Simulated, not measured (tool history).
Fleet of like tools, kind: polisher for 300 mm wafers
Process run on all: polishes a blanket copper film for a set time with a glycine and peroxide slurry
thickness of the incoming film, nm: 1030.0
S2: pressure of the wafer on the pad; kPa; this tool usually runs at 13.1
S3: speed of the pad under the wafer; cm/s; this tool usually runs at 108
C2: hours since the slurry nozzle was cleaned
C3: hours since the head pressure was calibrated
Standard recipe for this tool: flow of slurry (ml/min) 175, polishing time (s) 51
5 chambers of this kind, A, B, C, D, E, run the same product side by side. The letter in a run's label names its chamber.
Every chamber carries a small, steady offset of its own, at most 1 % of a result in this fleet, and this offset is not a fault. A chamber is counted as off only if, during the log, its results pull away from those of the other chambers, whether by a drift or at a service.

{"run": "1C", "hour": 4.7, "flow of slurry (ml/min)": 175, "S2": 13.1, "S3": 108, "polishing time (s)": 51, "wafers polished on this pad": 245, "C2": 132.9, "C3": 854.2, "film removed (angstrom)": 2506}
{"hour": 4.9, "done": "chamber E: worn pad replaced by a new one"}
{"run": "2B", "hour": 8.6, "flow of slurry (ml/min)": 175, "S2": 13.1, "S3": 108, "polishing time (s)": 51, "wafers polished on this pad": 203, "C2": 183.7, "C3": 701.4, "film removed (angstrom)": 2516.9}
{"run": "3E", "hour": 12.0, "flow of slurry (ml/min)": 175, "S2": 13.1, "S3": 108, "polishing time (s)": 51, "wafers polished on this pad": 72, "C2": 350, "C3": 752.2, "film removed (angstrom)": 2521.5}
{"run": "4D", "hour": 17.5, "flow of slurry (ml/min)": 175, "S2": 13.1, "S3": 108, "polishing time (s)": 51, "wafers polished on this pad": 518, "C2": 387.9, "C3": 366.5, "film removed (angstrom)": 2503.6}
{"run": "5A", "hour": 23.6, "flow of slurry (ml/min)": 175, "S2": 13.1, "S3": 108, "polishing time (s)": 51, "wafers polished on this pad": 304, "C2": 142.3, "C3": 478.5, "film removed (angstrom)": 2570.9}
{"hour": 24.1, "done": "chamber D: worn pad replaced by a new one"}
{"run": "6D", "hour": 27.5, "flow of slurry (ml/min)": 175, "S2": 13.1, "S3": 108, "polishing time (s)": 51, "wafers polished on this pad": 35, "C2": 397.9, "C3": 376.5, "film removed (angstrom)": 2533.4}
{"run": "7E", "hour": 33.2, "flow of slurry (ml/min)": 210, "S2": 13.1, "S3": 108, "polishing time (s)": 68, "wafers polished on this pad": 287, "C2": 371.2, "C3": 773.4, "film removed (angstrom)": 3314.5}
{"run": "8A", "hour": 37.5, "flow of slurry (ml/min)": 210, "S2": 13.1, "S3": 108, "polishing time (s)": 68, "wafers polished on this pad": 445, "C2": 156.2, "C3": 492.4, "film removed (angstrom)": 3402.6}
{"run": "9B", "hour": 42.1, "flow of slurry (ml/min)": 210, "S2": 13.1, "S3": 108, "polishing time (s)": 68, "wafers polished on this pad": 543, "C2": 217.2, "C3": 734.9, "film removed (angstrom)": 3544.3}
{"hour": 42.2, "done": "chamber B: worn pad replaced by a new one"}
{"run": "10C", "hour": 47.3, "flow of slurry (ml/min)": 210, "S2": 13.1, "S3": 108, "polishing time (s)": 68, "wafers polished on this pad": 676, "C2": 175.5, "C3": 896.8, "film removed (angstrom)": 3418.8}
{"run": "11B", "hour": 52.3, "flow of slurry (ml/min)": 210, "S2": 13.1, "S3": 108, "polishing time (s)": 68, "wafers polished on this pad": 102, "C2": 227.4, "C3": 745.1, "film removed (angstrom)": 3458.3}
{"hour": 54.5, "done": "chamber C: worn pad replaced by a new one"}
{"run": "12C", "hour": 58.1, "flow of slurry (ml/min)": 175, "S2": 13.1, "S3": 108, "polishing time (s)": 51, "wafers polished on this pad": 37, "C2": 186.3, "C3": 907.6, "film removed (angstrom)": 2498}
{"run": "13E", "hour": 64.1, "flow of slurry (ml/min)": 175, "S2": 13.1, "S3": 108, "polishing time (s)": 51, "wafers polished on this pad": 601, "C2": 402.1, "C3": 804.3, "film removed (angstrom)": 2486}
{"run": "14D", "hour": 69.1, "flow of slurry (ml/min)": 175, "S2": 13.1, "S3": 124, "polishing time (s)": 59, "wafers polished on this pad": 456, "C2": 439.5, "C3": 418.1, "film removed (angstrom)": 3191.9}
{"run": "15A", "hour": 74.7, "flow of slurry (ml/min)": 175, "S2": 13.1, "S3": 124, "polishing time (s)": 59, "wafers polished on this pad": 822, "C2": 193.4, "C3": 529.6, "film removed (angstrom)": 3245.5}
{"run": "16E", "hour": 81.8, "flow of slurry (ml/min)": 175, "S2": 13.1, "S3": 124, "polishing time (s)": 59, "wafers polished on this pad": 780, "C2": 419.8, "C3": 822, "film removed (angstrom)": 3228.9}
{"run": "17C", "hour": 85.1, "flow of slurry (ml/min)": 175, "S2": 13.1, "S3": 124, "polishing time (s)": 59, "wafers polished on this pad": 311, "C2": 213.3, "C3": 934.6, "film removed (angstrom)": 3266.7}
{"hour": 88.4, "done": "chamber D: worn pad replaced by a new one"}
{"run": "18D", "hour": 91.9, "flow of slurry (ml/min)": 175, "S2": 13.1, "S3": 124, "polishing time (s)": 59, "wafers polished on this pad": 35, "C2": 462.3, "C3": 440.9, "film removed (angstrom)": 3228.8}
{"hour": 92.2, "done": "chamber A: worn pad replaced by a new one"}
{"hour": 96.7, "done": "chamber B: worn pad replaced by a new one"}
{"run": "19A", "hour": 97.9, "flow of slurry (ml/min)": 175, "S2": 13.1, "S3": 108, "polishing time (s)": 51, "wafers polished on this pad": 58, "C2": 216.6, "C3": 552.8, "film removed (angstrom)": 2587.1}
{"hour": 103.3, "done": "chamber B: head pressure recalibrated"}
{"run": "20B", "hour": 103.9, "flow of slurry (ml/min)": 175, "S2": 13.1, "S3": 108, "polishing time (s)": 51, "wafers polished on this pad": 73, "C2": 279, "C3": 0.6, "film removed (angstrom)": 2534.7}
{"hour": 106.4, "done": "chamber E: slurry nozzle cleaned"}
{"run": "21C", "hour": 109.2, "flow of slurry (ml/min)": 175, "S2": 13.1, "S3": 108, "polishing time (s)": 51, "wafers polished on this pad": 555, "C2": 237.4, "C3": 958.7, "film removed (angstrom)": 2516}
{"run": "22D", "hour": 113.9, "flow of slurry (ml/min)": 175, "S2": 13.1, "S3": 108, "polishing time (s)": 51, "wafers polished on this pad": 258, "C2": 484.3, "C3": 462.9, "film removed (angstrom)": 2461.8}
{"run": "23A", "hour": 119.7, "flow of slurry (ml/min)": 175, "S2": 13.1, "S3": 108, "polishing time (s)": 51, "wafers polished on this pad": 279, "C2": 238.4, "C3": 574.6, "film removed (angstrom)": 2514.3}
{"run": "24E", "hour": 126.3, "flow of slurry (ml/min)": 175, "S2": 13.1, "S3": 108, "polishing time (s)": 51, "wafers polished on this pad": 1231, "C2": 20, "C3": 866.5, "film removed (angstrom)": 2451.6}
{"hour": 132.0, "done": "chamber E: worn pad replaced by a new one"}
{"run": "25B", "hour": 133.0, "flow of slurry (ml/min)": 175, "S2": 13.1, "S3": 108, "polishing time (s)": 51, "wafers polished on this pad": 368, "C2": 308.1, "C3": 29.7, "film removed (angstrom)": 2607.8}
{"run": "26C", "hour": 138.3, "flow of slurry (ml/min)": 175, "S2": 13.1, "S3": 108, "polishing time (s)": 51, "wafers polished on this pad": 850, "C2": 266.5, "C3": 987.8, "film removed (angstrom)": 2503.2}
{"hour": 139.5, "done": "chamber C: worn pad replaced by a new one"}
{"run": "27A", "hour": 141.8, "flow of slurry (ml/min)": 175, "S2": 13.1, "S3": 108, "polishing time (s)": 51, "wafers polished on this pad": 503, "C2": 260.5, "C3": 596.7, "film removed (angstrom)": 2553}
{"hour": 142.2, "done": "chamber D: worn pad replaced by a new one"}
{"run": "28D", "hour": 145.9, "flow of slurry (ml/min)": 175, "S2": 13.1, "S3": 108, "polishing time (s)": 51, "wafers polished on this pad": 38, "C2": 516.3, "C3": 494.9, "film removed (angstrom)": 2546.8}
{"hour": 149.5, "done": "chamber B: worn pad replaced by a new one"}
{"run": "29E", "hour": 150.1, "flow of slurry (ml/min)": 175, "S2": 13.1, "S3": 108, "polishing time (s)": 51, "wafers polished on this pad": 184, "C2": 43.8, "C3": 890.3, "film removed (angstrom)": 2539.7}
{"run": "30B", "hour": 155.7, "flow of slurry (ml/min)": 175, "S2": 13.1, "S3": 108, "polishing time (s)": 51, "wafers polished on this pad": 63, "C2": 330.8, "C3": 52.4, "film removed (angstrom)": 2533.3}
{"run": "31B", "hour": 163.0, "flow of slurry (ml/min)": 175, "S2": 13.1, "S3": 108, "polishing time (s)": 51, "wafers polished on this pad": 137, "C2": 338.1, "C3": 59.7, "film removed (angstrom)": 2473.3}
{"run": "32D", "hour": 167.4, "flow of slurry (ml/min)": 175, "S2": 13.1, "S3": 138, "polishing time (s)": 51, "wafers polished on this pad": 256, "C2": 537.8, "C3": 516.4, "film removed (angstrom)": 3019.6}
{"run": "33E", "hour": 174.6, "flow of slurry (ml/min)": 175, "S2": 13.1, "S3": 138, "polishing time (s)": 51, "wafers polished on this pad": 432, "C2": 68.3, "C3": 914.8, "film removed (angstrom)": 3065}
{"run": "34C", "hour": 180.9, "flow of slurry (ml/min)": 175, "S2": 13.1, "S3": 138, "polishing time (s)": 51, "wafers polished on this pad": 420, "C2": 309.1, "C3": 1030.4, "film removed (angstrom)": 3050.6}
{"run": "35A", "hour": 187.5, "flow of slurry (ml/min)": 175, "S2": 13.1, "S3": 138, "polishing time (s)": 51, "wafers polished on this pad": 966, "C2": 306.2, "C3": 642.4, "film removed (angstrom)": 3069.9}
{"run": "36A", "hour": 194.5, "flow of slurry (ml/min)": 175, "S2": 13.1, "S3": 138, "polishing time (s)": 51, "wafers polished on this pad": 1037, "C2": 313.2, "C3": 649.4, "film removed (angstrom)": 3119.4}
{"run": "37C", "hour": 199.2, "flow of slurry (ml/min)": 175, "S2": 13.1, "S3": 108, "polishing time (s)": 51, "wafers polished on this pad": 605, "C2": 327.4, "C3": 1048.7, "film removed (angstrom)": 2499.6}
{"run": "38E", "hour": 203.5, "flow of slurry (ml/min)": 175, "S2": 13.1, "S3": 108, "polishing time (s)": 51, "wafers polished on this pad": 725, "C2": 97.2, "C3": 943.7, "film removed (angstrom)": 2510}
{"hour": 208.3, "done": "chamber B: worn pad replaced by a new one"}
{"run": "39B", "hour": 208.6, "flow of slurry (ml/min)": 175, "S2": 13.1, "S3": 108, "polishing time (s)": 51, "wafers polished on this pad": 3, "C2": 383.7, "C3": 105.3, "film removed (angstrom)": 2568.3}
{"hour": 210.0, "done": "chamber D: worn pad replaced by a new one"}
{"hour": 212.5, "done": "chamber A: worn pad replaced by a new one"}
{"run": "40D", "hour": 213.4, "flow of slurry (ml/min)": 175, "S2": 13.1, "S3": 108, "polishing time (s)": 51, "wafers polished on this pad": 34, "C2": 583.8, "C3": 562.4, "film removed (angstrom)": 2489.3}
{"run": "41D", "hour": 217.8, "flow of slurry (ml/min)": 175, "S2": 13.1, "S3": 108, "polishing time (s)": 51, "wafers polished on this pad": 79, "C2": 588.2, "C3": 566.8, "film removed (angstrom)": 2504.3}
{"run": "42B", "hour": 221.4, "flow of slurry (ml/min)": 175, "S2": 13.1, "S3": 108, "polishing time (s)": 51, "wafers polished on this pad": 133, "C2": 396.5, "C3": 118.1, "film removed (angstrom)": 2516.5}
{"run": "43E", "hour": 228.1, "flow of slurry (ml/min)": 175, "S2": 8.3, "S3": 138, "polishing time (s)": 51, "wafers polished on this pad": 975, "C2": 121.8, "C3": 968.3, "film removed (angstrom)": 2100.1}
{"run": "44A", "hour": 234.1, "flow of slurry (ml/min)": 175, "S2": 8.3, "S3": 138, "polishing time (s)": 51, "wafers polished on this pad": 219, "C2": 352.8, "C3": 689, "film removed (angstrom)": 2191.5}

Next, all 5 chambers run the settings below, one line each with question marks for the results. What does each chamber give?
{"run": "45A", "hour": 239.5, "flow of slurry (ml/min)": 175, "S2": 13.1, "S3": 108, "polishing time (s)": 51, "film removed (angstrom)": "?"}
{"run": "45B", "hour": 239.5, "flow of slurry (ml/min)": 175, "S2": 13.1, "S3": 108, "polishing time (s)": 51, "film removed (angstrom)": "?"}
{"run": "45C", "hour": 239.5, "flow of slurry (ml/min)": 175, "S2": 13.1, "S3": 108, "polishing time (s)": 51, "film removed (angstrom)": "?"}
{"run": "45D", "hour": 239.5, "flow of slurry (ml/min)": 175, "S2": 13.1, "S3": 108, "polishing time (s)": 51, "film removed (angstrom)": "?"}
{"run": "45E", "hour": 239.5, "flow of slurry (ml/min)": 175, "S2": 13.1, "S3": 108, "polishing time (s)": 51, "film removed (angstrom)": "?"}

run=45A film_removed_(angstrom)=2619.1
run=45B film_removed_(angstrom)=2514.5
run=45C film_removed_(angstrom)=2500.3
run=45D film_removed_(angstrom)=2483.3
run=45E film_removed_(angstrom)=2472.5
